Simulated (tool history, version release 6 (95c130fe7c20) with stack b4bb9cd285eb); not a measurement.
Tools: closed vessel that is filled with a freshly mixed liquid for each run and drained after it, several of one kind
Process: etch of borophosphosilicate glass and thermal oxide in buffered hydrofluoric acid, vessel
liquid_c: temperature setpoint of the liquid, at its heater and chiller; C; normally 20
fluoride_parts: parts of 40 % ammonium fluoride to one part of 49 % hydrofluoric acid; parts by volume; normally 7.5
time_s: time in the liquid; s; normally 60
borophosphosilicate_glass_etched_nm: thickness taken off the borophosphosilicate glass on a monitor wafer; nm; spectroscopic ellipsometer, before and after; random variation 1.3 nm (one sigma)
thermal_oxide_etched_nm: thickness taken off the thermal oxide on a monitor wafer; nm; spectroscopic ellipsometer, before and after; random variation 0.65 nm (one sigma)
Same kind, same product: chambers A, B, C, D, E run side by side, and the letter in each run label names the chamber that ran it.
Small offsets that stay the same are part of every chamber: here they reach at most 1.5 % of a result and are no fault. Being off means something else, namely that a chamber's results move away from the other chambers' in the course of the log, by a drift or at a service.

run   hour  liquid_c  fluoride_parts  time_s  hours since the thermometer was replaced  hours since the hydrofluoric acid flow meter was replaced  read-back film thickness of the borophosphosilicate glass reference wafer, read on the same gauge (nm)  read-back film thickness of the thermal oxide reference wafer, read on the same gauge (nm)  borophosphosilicate_glass_etched_nm  thermal_oxide_etched_nm
 1E    5.2        20             7.5      60                                      1831                                                      558.6                                                                                                  49.993                                                                                      109.99                               133.86                   69.793
 2C   10.9        20             7.5      60                                    1861.3                                                      598.2                                                                                                  49.993                                                                                         110                               134.95                   68.706
 3D     14        20             7.5      60                                     629.6                                                        153                                                                                                  50.001                                                                                      109.99                               132.58                   70.378
 4A   17.4        20             7.5      60                                      78.9                                                     1002.7                                                                                                  50.003                                                                                      109.97                               133.17                   68.158
 5B   22.6        20             7.5      60                                    1433.3                                                     1114.6                                                                                                  50.018                                                                                      110.03                               137.57                   68.279
 6B   25.9        20             7.5      60                                    1436.6                                                     1117.9                                                                                                  49.968                                                                                      110.02                               132.38                   68.556
 7A   31.4        20             7.5      60                                      92.9                                                     1016.7                                                                                                  49.983                                                                                         110                               134.23                   69.306
 8D   36.5        20             7.5      60                                     652.1                                                      175.5                                                                                                  49.995                                                                                      110.03                               135.15                   69.096
 9C   40.9        20             7.5      60                                    1891.3                                                      628.2                                                                                                  49.971                                                                                      110.01                               133.63                   68.754
10E   43.6        20             6.5      60                                    1869.4                                                        597                                                                                                  50.016                                                                                         110                               153.38                   80.308
11E   49.3        20             6.5      60                                    1875.1                                                      602.7                                                                                                  49.986                                                                                      110.04                               152.99                   79.982
12C     53        20             6.5      60                                    1903.4                                                      640.3                                                                                                  49.994                                                                                      109.96                               152.73                    80.46
13A   57.1        20             6.5      60                                     118.6                                                     1042.4                                                                                                  49.975                                                                                         110                               153.48                   80.265
14B   60.1        20             6.5      60                                    1470.8                                                     1152.1                                                                                                  50.009                                                                                      110.04                               155.82                   79.689
15D   62.8        20             7.5      80                                     678.4                                                      201.8                                                                                                  49.963                                                                                      109.99                               178.67                   92.894
16C     67        20             7.5      80                                    1917.4                                                      654.3                                                                                                  50.043                                                                                         110                               175.64                   91.362
17E     73        20             7.5      80                                    1898.8                                                      626.4                                                                                                  49.968                                                                                      110.06                               178.09                   94.002
18A   78.3        20             7.5      80                                     139.8                                                     1063.6                                                                                                  49.988                                                                                      109.98                               178.63                    92.23
19D     82        20             7.5      80                                     697.6                                                        221                                                                                                  50.029                                                                                      109.98                               179.65                   91.644
20B   86.7        20             7.5      60                                    1497.4                                                     1178.7                                                                                                  50.015                                                                                      109.98                               137.18                   69.974
21D   89.6        20             7.5      60                                     705.2                                                      228.6                                                                                                  49.992                                                                                         110                               133.89                   71.499
22E   93.9        20             7.5      60                                    1919.7                                                      647.3                                                                                                  49.969                                                                                      109.98                               132.94                   69.826
23A    100        20             7.5      80                                     161.5                                                     1085.3                                                                                                  49.994                                                                                      109.99                               178.14                   95.014
     103.1  -- chamber D: thermometer replaced
24B  104.7        20             7.5      80                                    1515.4                                                     1196.7                                                                                                  49.996                                                                                      109.98                               182.04                   91.218
25C  110.7        20             7.5      80                                    1961.1                                                        698                                                                                                  49.954                                                                                      110.01                               177.84                   92.033
26C  116.4        20             7.5      80                                    1966.8                                                      703.7                                                                                                  50.012                                                                                      109.97                               181.09                   90.991
27B  119.1        20             7.5      80                                    1529.8                                                     1211.1                                                                                                  49.947                                                                                      110.01                               179.28                   92.311
28D  124.6        20             7.5      60                                      21.5                                                      263.6                                                                                                  50.011                                                                                         110                               132.22                   69.929
29A  130.1        20             7.5      60                                     191.6                                                     1115.4                                                                                                  50.007                                                                                      109.99                               134.44                    68.47
30E  136.3        20             7.5      60                                    1962.1                                                      689.7                                                                                                  49.999                                                                                      109.97                               134.12                   68.881
31A  142.3        20             7.5      60                                     203.8                                                     1127.6                                                                                                   50.02                                                                                      109.97                               133.63                   69.154
32B  147.5        20             7.5      60                                    1558.2                                                     1239.5                                                                                                  49.991                                                                                      109.99                               132.92                   68.906
33D  152.9        17             7.5      30                                      49.8                                                      291.9                                                                                                  49.989                                                                                      109.99                               55.378                   29.408

Read the log: is a single chamber off, either drifting away or since a service, is the gauge that measures every chamber drifting, or is nothing wrong beyond small per-chamber offsets? Name any odd chamber and what most likely caused it.

All chambers stay in line apart from their small fixed offsets, and the gauge does not drift.

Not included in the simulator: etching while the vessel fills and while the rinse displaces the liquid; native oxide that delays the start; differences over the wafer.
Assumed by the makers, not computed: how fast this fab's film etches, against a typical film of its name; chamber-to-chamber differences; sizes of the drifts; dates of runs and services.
